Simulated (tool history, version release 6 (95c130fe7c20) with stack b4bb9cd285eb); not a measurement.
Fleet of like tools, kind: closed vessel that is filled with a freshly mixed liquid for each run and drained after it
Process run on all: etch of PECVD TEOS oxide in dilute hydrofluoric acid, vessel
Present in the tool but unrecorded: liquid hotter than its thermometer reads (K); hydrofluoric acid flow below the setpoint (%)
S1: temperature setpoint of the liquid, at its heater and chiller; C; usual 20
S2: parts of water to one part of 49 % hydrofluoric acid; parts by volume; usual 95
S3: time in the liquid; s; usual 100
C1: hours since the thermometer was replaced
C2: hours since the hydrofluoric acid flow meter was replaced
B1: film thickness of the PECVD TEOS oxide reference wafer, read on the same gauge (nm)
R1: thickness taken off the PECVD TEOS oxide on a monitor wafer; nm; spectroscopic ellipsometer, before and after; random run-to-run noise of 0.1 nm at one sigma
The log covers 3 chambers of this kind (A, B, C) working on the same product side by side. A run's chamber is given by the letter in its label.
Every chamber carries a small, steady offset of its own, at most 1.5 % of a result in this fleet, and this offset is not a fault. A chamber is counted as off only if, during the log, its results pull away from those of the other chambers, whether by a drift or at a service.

Run 1C, hour 8.3: usual settings; C1 384.1; C2 1111.4; B1 70.018. Result: R1 10.5050 nm.
Run 2B, hour 14.5: usual settings; C1 1409.2; C2 1054.9; B1 69.999. Result: R1 10.5340 nm.
Run 3A, hour 19.6: usual settings; C1 182.4; C2 1325.2; B1 69.995. Result: R1 10.4130 nm.
Run 4C, hour 26.5: usual settings; C1 402.3; C2 1129.6; B1 69.949. Result: R1 10.3370 nm.
Run 5B, hour 32.9: usual settings; C1 1427.6; C2 1073.3; B1 69.990. Result: R1 10.4280 nm.
Run 6A, hour 38.5: usual settings; C1 201.3; C2 1344.1; B1 69.983. Result: R1 10.5510 nm.
Run 7C, hour 46.5: usual settings; C1 422.3; C2 1149.6; B1 69.979. Result: R1 10.2580 nm.
Run 8B, hour 53.5: usual settings; C1 1448.2; C2 1093.9; B1 70.000. Result: R1 10.4210 nm.
Run 9A, hour 59.4: usual settings; C1 222.2; C2 1365.0; B1 69.965. Result: R1 10.4730 nm.
Run 10A, hour 65.1: usual settings; C1 227.9; C2 1370.7; B1 70.007. Result: R1 10.6230 nm.
Run 11B, hour 71.3: usual settings; C1 1466.0; C2 1111.7; B1 69.992. Result: R1 10.5800 nm.
Run 12C, hour 79.8: usual settings; C1 455.6; C2 1182.9; B1 69.977. Result: R1 10.5030 nm.
Run 13A, hour 86.7: usual settings; C1 249.5; C2 1392.3; B1 69.977. Result: R1 10.3800 nm.
Run 14B, hour 93.8: usual settings but S3 155 s; C1 1488.5; C2 1134.2; B1 69.989. Result: R1 16.4470 nm.
Run 15C, hour 98.4: usual settings but S3 155 s; C1 474.2; C2 1201.5; B1 69.974. Result: R1 16.4800 nm.
Run 16A, hour 105.9: usual settings but S3 155 s; C1 268.7; C2 1411.5; B1 70.005. Result: R1 16.5600 nm.
Run 17C, hour 112.7: usual settings; C1 488.5; C2 1215.8; B1 70.004. Result: R1 10.4640 nm.
Run 18B, hour 119.9: usual settings; C1 1514.6; C2 1160.3; B1 70.036. Result: R1 10.3140 nm.
Run 19C, hour 128.6: usual settings; C1 504.4; C2 1231.7; B1 70.054. Result: R1 10.4320 nm.
Run 20B, hour 135.1: usual settings; C1 1529.8; C2 1175.5; B1 69.991. Result: R1 10.3130 nm.
Run 21A, hour 142.0: usual settings; C1 304.8; C2 1447.6; B1 69.999. Result: R1 10.6580 nm.
Run 22B, hour 147.3: usual settings; C1 1542.0; C2 1187.7; B1 70.047. Result: R1 10.3320 nm.
Run 23C, hour 151.3: usual settings; C1 527.1; C2 1254.4; B1 69.994. Result: R1 10.6010 nm.
Run 24A, hour 158.0: usual settings; C1 320.8; C2 1463.6; B1 69.984. Result: R1 10.6510 nm.
Run 25C, hour 164.8: usual settings but S1 23 C, S2 55 parts by volume; C1 540.6; C2 1267.9; B1 70.004. Result: R1 21.6420 nm.
Run 26A, hour 173.2: usual settings but S1 23 C, S2 55 parts by volume; C1 336.0; C2 1478.8; B1 69.970. Result: R1 21.5590 nm.
Run 27B, hour 178.8: usual settings but S1 23 C, S2 55 parts by volume; C1 1573.5; C2 1219.2; B1 70.024. Result: R1 21.1500 nm.
Run 28B, hour 187.6: usual settings; C1 1582.3; C2 1228.0; B1 69.975. Result: R1 10.4280 nm.
Run 29A, hour 192.4: usual settings; C1 355.2; C2 1498.0; B1 70.029. Result: R1 10.5940 nm.
Run 30C, hour 200.6: usual settings but S1 17 C; C1 576.4; C2 1303.7; B1 69.975. Result: R1 9.2419 nm.
Run 31C, hour 208.9: usual settings but S1 17 C; C1 584.7; C2 1312.0; B1 70.005. Result: R1 9.2182 nm.
Run 32B, hour 214.7: usual settings but S1 17 C; C1 1609.4; C2 1255.1; B1 70.019. Result: R1 9.0422 nm.
Run 33A, hour 219.7: usual settings; C1 382.5; C2 1525.3; B1 70.031. Result: R1 10.6560 nm.

The same settings go to every chamber for the next run, one line per chamber below. Forecast the results for each:
Run 34A, hour 226.1: usual settings but S3 50 s. Result: R1 ?.
Run 34B, hour 226.1: usual settings but S3 50 s. Result: R1 ?.
Run 34C, hour 226.1: usual settings but S3 50 s. Result: R1 ?.

run      R1
34A  5.2909
34B  5.0987
34C  5.2154

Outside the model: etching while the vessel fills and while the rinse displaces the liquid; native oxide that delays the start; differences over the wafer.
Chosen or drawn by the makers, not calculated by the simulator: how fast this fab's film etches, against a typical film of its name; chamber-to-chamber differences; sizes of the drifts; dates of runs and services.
